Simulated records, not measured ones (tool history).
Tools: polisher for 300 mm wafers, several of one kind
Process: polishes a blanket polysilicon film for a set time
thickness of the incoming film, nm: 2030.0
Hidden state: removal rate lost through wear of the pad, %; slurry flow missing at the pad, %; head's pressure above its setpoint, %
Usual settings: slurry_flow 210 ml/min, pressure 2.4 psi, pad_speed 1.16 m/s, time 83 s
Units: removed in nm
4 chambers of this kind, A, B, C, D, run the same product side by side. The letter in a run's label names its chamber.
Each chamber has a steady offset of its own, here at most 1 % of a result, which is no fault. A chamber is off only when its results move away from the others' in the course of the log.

run   hour  slurry_flow  pressure  pad_speed  time  wafers polished on this pad  hours since the slurry nozzle was cleaned  hours since the head pressure was calibrated  removed
 1D    5.8          210       2.4       1.16    83                         1039                                      406.4                                         386.0   808.17
 2B   13.1          210       2.4       1.16    83                          209                                      556.8                                         439.1   799.68
 3A   21.3          210       2.4       1.16    83                          660                                      110.5                                         406.7   811.14
      25.7  -- chamber D: worn pad replaced by a new one
 4C   27.6          210       2.4       1.16    83                          419                                      610.9                                        1036.7   815.56
 5A   32.0          140       2.4       1.16    83                          788                                      121.2                                         417.4   764.53
 6C   39.2          140       2.4       1.16    83                          558                                      622.5                                        1048.3   776.01
 7D   47.0          140       2.4       1.16    83                          255                                      447.6                                         427.2   774.24
      50.4  -- chamber C: worn pad replaced by a new one
 8B   53.0          140       2.4       1.16    83                          687                                      596.7                                         479.0   760.90
 9C   57.6          210       2.4       1.16    83                           87                                      640.9                                        1066.7   817.50
10B   64.1          275       2.4       1.16    83                          820                                      607.8                                         490.1   833.41
11A   72.0          275       2.4       1.16    83                         1267                                      161.2                                         457.4   820.85
12D   79.0          275       2.4       1.16    83                          638                                      479.6                                         459.2   833.06
      83.9  -- chamber D: slurry nozzle cleaned
13A   87.9          275       2.4       1.16    83                         1458                                      177.1                                         473.3   811.27
      89.2  -- chamber B: worn pad replaced by a new one
14C   93.5          210       2.4       1.16    83                          517                                      676.8                                        1102.6   814.88
15D   98.0          210       2.4       1.16    83                          866                                       14.1                                         478.2   820.85
     104.6  -- chamber C: worn pad replaced by a new one
16B  105.0          210       2.4       1.16    83                          190                                      648.7                                         531.0   806.13
17C  110.0          210       2.4       1.16    83                           65                                      693.3                                        1119.1   827.58
18D  115.7          210       2.4       1.16    83                         1078                                       31.8                                         495.9   817.76
19A  119.8          210       2.4       1.16    83                         1840                                      209.0                                         505.2   782.50
     121.1  -- chamber D: worn pad replaced by a new one
20B  127.1          210       2.4       1.16    83                          454                                      670.8                                         553.1   811.85
21C  133.6          240       2.4       1.16    83                          347                                      716.9                                        1142.7   832.23
22B  139.8          240       2.4       1.16    83                          607                                      683.5                                         565.8   830.71
23D  146.7          240       2.4       1.16    83                          307                                       62.8                                         526.9   830.11
     152.1  -- chamber A: slurry nozzle cleaned
24A  155.2          240       2.4       1.16    83                         2264                                        3.2                                         540.6   781.03
25D  160.4          210       2.4       1.16    83                          471                                       76.5                                         540.6   819.86
26A  165.4          210       2.4       1.16    83                         2386                                       13.4                                         550.8   776.35
27B  170.1          210       2.4       1.16    83                          970                                      713.8                                         596.1   812.01

Next, every chamber runs the same settings. What will each give?
28A  176.7          140       2.4       1.16    83                                                                                                                              ?
28B  176.7          140       2.4       1.16    83                                                                                                                              ?
28C  176.7          140       2.4       1.16    83                                                                                                                              ?
28D  176.7          140       2.4       1.16    83                                                                                                                              ?

run  removed
28A   721.34
28B   755.76
28C   760.97
28D   764.94
